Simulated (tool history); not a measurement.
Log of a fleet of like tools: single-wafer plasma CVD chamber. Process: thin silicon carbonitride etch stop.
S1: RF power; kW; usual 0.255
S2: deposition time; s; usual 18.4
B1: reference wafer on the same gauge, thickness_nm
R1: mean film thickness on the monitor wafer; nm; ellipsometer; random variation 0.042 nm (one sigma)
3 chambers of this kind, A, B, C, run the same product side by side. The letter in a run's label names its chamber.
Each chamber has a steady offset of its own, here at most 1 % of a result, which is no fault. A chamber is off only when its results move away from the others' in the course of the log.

run	hour	S1	S2	B1	R1
1A	11.5	0.255	18.4	9.7939	11.1660
2C	26.1	0.255	18.4	9.8015	11.3850
3B	34.7	0.255	18.4	9.8054	11.2570
4C	45.3	0.255	18.4	9.7938	11.3400
5B	52.4	0.255	18.4	9.7915	11.2570
6A	64.0	0.255	18.4	9.7865	11.3040
7A	76.4	0.240	21.1	9.8003	12.6990
8C	89.6	0.240	21.1	9.8028	12.7640
9B	99.6	0.240	21.1	9.7969	12.5290
10A	112.7	0.255	18.4	9.8027	11.2730
11B	125.0	0.255	18.4	9.7991	11.2420
12C	135.4	0.255	18.4	9.7993	11.3880
13B	146.0	0.300	18.4	9.8067	11.7750
# hour 151.5: chamber C: RF generator calibrated
14A	153.9	0.300	18.4	9.7982	11.9010
15C	160.8	0.300	18.4	9.7991	11.8840
16A	171.3	0.255	18.4	9.7966	11.3140
# hour 177.4: chamber A: thermocouple changed; heater temperature recalibrated
17C	179.4	0.255	18.4	9.8017	11.4360
18B	193.3	0.255	18.4	9.7975	11.2080
19B	203.2	0.255	18.4	9.8066	11.1600
20C	214.6	0.255	18.4	9.8027	11.3480
21A	229.3	0.255	18.4	9.7974	11.2470
22B	243.9	0.255	18.4	9.8029	11.1200
23A	252.9	0.220	16.6	9.8012	9.7418
24C	260.2	0.220	16.6	9.8025	9.8405
25C	271.3	0.220	16.6	9.7951	9.8304
26B	278.7	0.255	18.4	9.8021	11.0950
27A	290.1	0.255	18.4	9.7963	11.3440
28B	302.7	0.255	18.4	9.8004	11.0530
29A	309.4	0.255	18.4	9.8048	11.2620
30C	318.5	0.255	18.4	9.7963	11.3520
31B	327.3	0.255	18.4	9.8002	11.0790
32A	338.3	0.255	18.4	9.7874	11.3040
33C	348.3	0.255	18.4	9.7908	11.2960
34A	358.8	0.255	18.4	9.8153	11.2940
35B	371.9	0.255	18.4	9.7891	11.0470
36C	386.6	0.255	18.4	9.8000	11.4020
37C	399.4	0.255	18.4	9.8019	11.3590
38B	408.6	0.255	18.4	9.7937	11.0190
39A	420.9	0.255	18.4	9.8019	11.1910
40B	429.9	0.255	18.4	9.8018	10.9860
41A	436.3	0.255	18.4	9.8019	11.2980

Is one chamber off against the others, does the gauge drift, or is nothing wrong? If a chamber is off, say which, and what the likeliest cause is.

Chamber B drifts away from the others.
Cause: delivered RF power below the setpoint (%) = 6.82.

Here are 4 candidates for chamber B's next run, each the usual settings with a change, their results left as question marks. Which one brings its results back in line with what the others give on the usual settings?
In line means no further than this from the other chambers' mean on the usual settings: R1 0.1500 nm
42B-1	447.0	0.260	19.4		?
42B-2	447.0	0.255	17.8		?
42B-3	447.0	0.255	18.9		?
42B-4	447.0	0.250	17.4		?

The other chambers' mean on the usual settings: R1 11.3180 nm
run	R1
42B-1	11.6390
42B-2	10.6160
42B-3	11.2730
42B-4	10.3160
42B-3 brings the chamber back in line.
